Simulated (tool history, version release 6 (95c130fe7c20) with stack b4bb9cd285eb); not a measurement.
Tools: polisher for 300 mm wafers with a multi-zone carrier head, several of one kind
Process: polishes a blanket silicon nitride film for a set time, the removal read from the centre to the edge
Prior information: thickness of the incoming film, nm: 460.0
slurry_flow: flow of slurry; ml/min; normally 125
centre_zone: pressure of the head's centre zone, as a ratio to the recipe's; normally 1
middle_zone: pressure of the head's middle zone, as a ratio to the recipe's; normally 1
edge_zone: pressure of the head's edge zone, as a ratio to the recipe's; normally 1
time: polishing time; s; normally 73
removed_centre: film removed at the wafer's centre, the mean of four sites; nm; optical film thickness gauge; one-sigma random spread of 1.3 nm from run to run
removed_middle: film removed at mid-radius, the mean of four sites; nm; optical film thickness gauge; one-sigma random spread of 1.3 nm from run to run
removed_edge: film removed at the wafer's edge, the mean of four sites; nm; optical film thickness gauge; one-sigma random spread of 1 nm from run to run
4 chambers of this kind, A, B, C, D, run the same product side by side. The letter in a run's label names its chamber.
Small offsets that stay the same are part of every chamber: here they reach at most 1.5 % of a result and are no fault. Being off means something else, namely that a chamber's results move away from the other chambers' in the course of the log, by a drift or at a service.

-- hour=2.3 chamber C: worn pad replaced by a new one
run 1B hour=3.6 | slurry_flow=125 centre_zone=1 middle_zone=1 edge_zone=1 time=73 | removed_centre=108.7 removed_middle=109.7 removed_edge=107.59
run 2C hour=8.3 | slurry_flow=125 centre_zone=1 middle_zone=1 edge_zone=1 time=73 | removed_centre=108.05 removed_middle=106.82 removed_edge=106.82
run 3A hour=13.1 | slurry_flow=125 centre_zone=1 middle_zone=1 edge_zone=1 time=73 | removed_centre=108.68 removed_middle=107.2 removed_edge=106.64
run 4D hour=19.3 | slurry_flow=125 centre_zone=1 middle_zone=1 edge_zone=1 time=73 | removed_centre=106.23 removed_middle=106.47 removed_edge=108.38
run 5A hour=22.5 | slurry_flow=125 centre_zone=1 middle_zone=1 edge_zone=1 time=73 | removed_centre=110.84 removed_middle=108 removed_edge=107.15
-- hour=24.8 chamber D: slurry nozzle cleaned
run 6B hour=26.7 | slurry_flow=125 centre_zone=1 middle_zone=1 edge_zone=1 time=73 | removed_centre=107.68 removed_middle=107.78 removed_edge=108.9
run 7D hour=31.7 | slurry_flow=125 centre_zone=1 middle_zone=1 edge_zone=1 time=73 | removed_centre=107.95 removed_middle=106.99 removed_edge=107.04
-- hour=37.4 chamber D: worn pad replaced by a new one
run 8C hour=38.2 | slurry_flow=125 centre_zone=1 middle_zone=1 edge_zone=1 time=73 | removed_centre=107.2 removed_middle=107.82 removed_edge=107.97
run 9B hour=44.2 | slurry_flow=125 centre_zone=1 middle_zone=1 edge_zone=1 time=73 | removed_centre=106.96 removed_middle=110.83 removed_edge=109.25
run 10D hour=49.3 | slurry_flow=155 centre_zone=1 middle_zone=1 edge_zone=1 time=52 | removed_centre=79.662 removed_middle=79.011 removed_edge=79.553
run 11C hour=52.6 | slurry_flow=155 centre_zone=1 middle_zone=1 edge_zone=1 time=52 | removed_centre=80.799 removed_middle=80.724 removed_edge=77.582
run 12A hour=59 | slurry_flow=155 centre_zone=1 middle_zone=1 edge_zone=1 time=52 | removed_centre=81.29 removed_middle=80.579 removed_edge=77.899
run 13D hour=65.6 | slurry_flow=155 centre_zone=1 middle_zone=1 edge_zone=1 time=52 | removed_centre=80.073 removed_middle=80.504 removed_edge=78.205
run 14B hour=72.2 | slurry_flow=125 centre_zone=1 middle_zone=0.95 edge_zone=1 time=73 | removed_centre=106.85 removed_middle=107.13 removed_edge=109.17
-- hour=72.5 chamber B: worn pad replaced by a new one
-- hour=76.5 chamber C: worn pad replaced by a new one
run 15C hour=77.5 | slurry_flow=125 centre_zone=1 middle_zone=0.95 edge_zone=1 time=73 | removed_centre=108.02 removed_middle=100.95 removed_edge=106.66
run 16A hour=82.4 | slurry_flow=125 centre_zone=1 middle_zone=0.95 edge_zone=1 time=73 | removed_centre=106.37 removed_middle=101.89 removed_edge=106.87
run 17C hour=85.4 | slurry_flow=125 centre_zone=1 middle_zone=0.95 edge_zone=1 time=73 | removed_centre=109.35 removed_middle=101.91 removed_edge=107.44
-- hour=91.1 chamber B: slurry nozzle cleaned
run 18A hour=91.1 | slurry_flow=125 centre_zone=1 middle_zone=1 edge_zone=1 time=73 | removed_centre=106.56 removed_middle=107.36 removed_edge=106.27
-- hour=93.2 chamber D: worn pad replaced by a new one
run 19B hour=96.2 | slurry_flow=125 centre_zone=0.92 middle_zone=1 edge_zone=1 time=73 | removed_centre=99.905 removed_middle=109.24 removed_edge=109.11
run 20D hour=99.2 | slurry_flow=125 centre_zone=0.92 middle_zone=1 edge_zone=1 time=73 | removed_centre=98.345 removed_middle=108.94 removed_edge=109.36
run 21A hour=103.4 | slurry_flow=125 centre_zone=0.92 middle_zone=1 edge_zone=1 time=73 | removed_centre=96.03 removed_middle=106.61 removed_edge=106.52
run 22B hour=108.3 | slurry_flow=125 centre_zone=0.92 middle_zone=1 edge_zone=1 time=73 | removed_centre=99.961 removed_middle=109.22 removed_edge=107.63
run 23C hour=114.4 | slurry_flow=125 centre_zone=1 middle_zone=1 edge_zone=1 time=73 | removed_centre=108.06 removed_middle=108.44 removed_edge=107
-- hour=117.4 chamber A: worn pad replaced by a new one
run 24D hour=119.5 | slurry_flow=125 centre_zone=1 middle_zone=1 edge_zone=1 time=73 | removed_centre=108.2 removed_middle=108.6 removed_edge=107.81
run 25D hour=124.3 | slurry_flow=125 centre_zone=1 middle_zone=1 edge_zone=1 time=73 | removed_centre=107.4 removed_middle=110.21 removed_edge=108.26
run 26C hour=128.4 | slurry_flow=125 centre_zone=1 middle_zone=1 edge_zone=1 time=73 | removed_centre=111.07 removed_middle=107.73 removed_edge=106.17
run 27B hour=132.7 | slurry_flow=125 centre_zone=0.92 middle_zone=1 edge_zone=1 time=86 | removed_centre=113.95 removed_middle=129.83 removed_edge=128.34
run 28A hour=139 | slurry_flow=125 centre_zone=0.92 middle_zone=1 edge_zone=1 time=86 | removed_centre=108.8 removed_middle=120.71 removed_edge=123.24
-- hour=139.8 chamber C: worn pad replaced by a new one
run 29C hour=144.9 | slurry_flow=125 centre_zone=0.92 middle_zone=1 edge_zone=1 time=86 | removed_centre=114.45 removed_middle=122.89 removed_edge=124.6
run 30B hour=148.1 | slurry_flow=125 centre_zone=0.92 middle_zone=1 edge_zone=1 time=86 | removed_centre=115.75 removed_middle=128.69 removed_edge=126.33
-- hour=150.4 chamber D: worn pad replaced by a new one
run 31A hour=152.2 | slurry_flow=125 centre_zone=1 middle_zone=1 edge_zone=1 time=73 | removed_centre=99.559 removed_middle=102.23 removed_edge=101.92
run 32D hour=155.3 | slurry_flow=125 centre_zone=1 middle_zone=1 edge_zone=1 time=73 | removed_centre=107.4 removed_middle=110.45 removed_edge=109.5
run 33B hour=159.6 | slurry_flow=125 centre_zone=1 middle_zone=1 edge_zone=1 time=73 | removed_centre=107.72 removed_middle=111.92 removed_edge=107.78
run 34C hour=164.4 | slurry_flow=125 centre_zone=1 middle_zone=1 edge_zone=0.95 time=73 | removed_centre=108.53 removed_middle=108.31 removed_edge=104.11
run 35A hour=167.9 | slurry_flow=125 centre_zone=1 middle_zone=1 edge_zone=0.95 time=73 | removed_centre=100.28 removed_middle=102.21 removed_edge=99.81
run 36D hour=173.7 | slurry_flow=125 centre_zone=1 middle_zone=1 edge_zone=0.95 time=73 | removed_centre=107.11 removed_middle=107.7 removed_edge=106.89
run 37A hour=177.8 | slurry_flow=125 centre_zone=1 middle_zone=1 edge_zone=0.95 time=73 | removed_centre=99.037 removed_middle=101.98 removed_edge=98.687
run 38C hour=182.5 | slurry_flow=125 centre_zone=1 middle_zone=1 edge_zone=1 time=73 | removed_centre=108.02 removed_middle=106.53 removed_edge=106.17

Is one chamber off against the others, does the gauge drift, or is nothing wrong? If a chamber is off, say which, and what the likeliest cause is.

One chamber, A, drifts off from the rest bit by bit.
What lies behind it: slurry flow missing at the pad, % = 30.2.

Chamber A could run next with any of the 4 candidate recipes listed below; each alters the usual settings, and their results appear as question marks. Which one brings its results back in line with what the other chambers deliver on the usual settings?
In-line tolerance around the mean of the other chambers on the usual settings: removed_centre 4.4 nm; removed_middle 4.4 nm; removed_edge 3.6 nm
run 39A-1 hour=187.3 | slurry_flow=115 centre_zone=0.97 middle_zone=0.98 edge_zone=1.02 time=65 | removed_centre=? removed_middle=? removed_edge=?
run 39A-2 hour=187.3 | slurry_flow=120 centre_zone=0.98 middle_zone=0.99 edge_zone=1.01 time=68 | removed_centre=? removed_middle=? removed_edge=?
run 39A-3 hour=187.3 | slurry_flow=130 centre_zone=1.02 middle_zone=1.01 edge_zone=0.99 time=78 | removed_centre=? removed_middle=? removed_edge=?
run 39A-4 hour=187.3 | slurry_flow=135 centre_zone=1.03 middle_zone=1.02 edge_zone=0.98 time=81 | removed_centre=? removed_middle=? removed_edge=?

What the other chambers average on the usual settings: removed_centre 107.77 nm; removed_middle 108.09 nm; removed_edge 107.75 nm
run=39A-1 removed_centre=81.247 removed_middle=84.471 removed_edge=88.583
run=39A-2 removed_centre=87.384 removed_middle=90.48 removed_edge=93.029
run=39A-3 removed_centre=107.78 removed_middle=108.42 removed_edge=107.33
run=39A-4 removed_centre=114.6 removed_middle=114.91 removed_edge=111.68
The right change is 39A-3: it brings the chamber back within the allowed miss of the others.
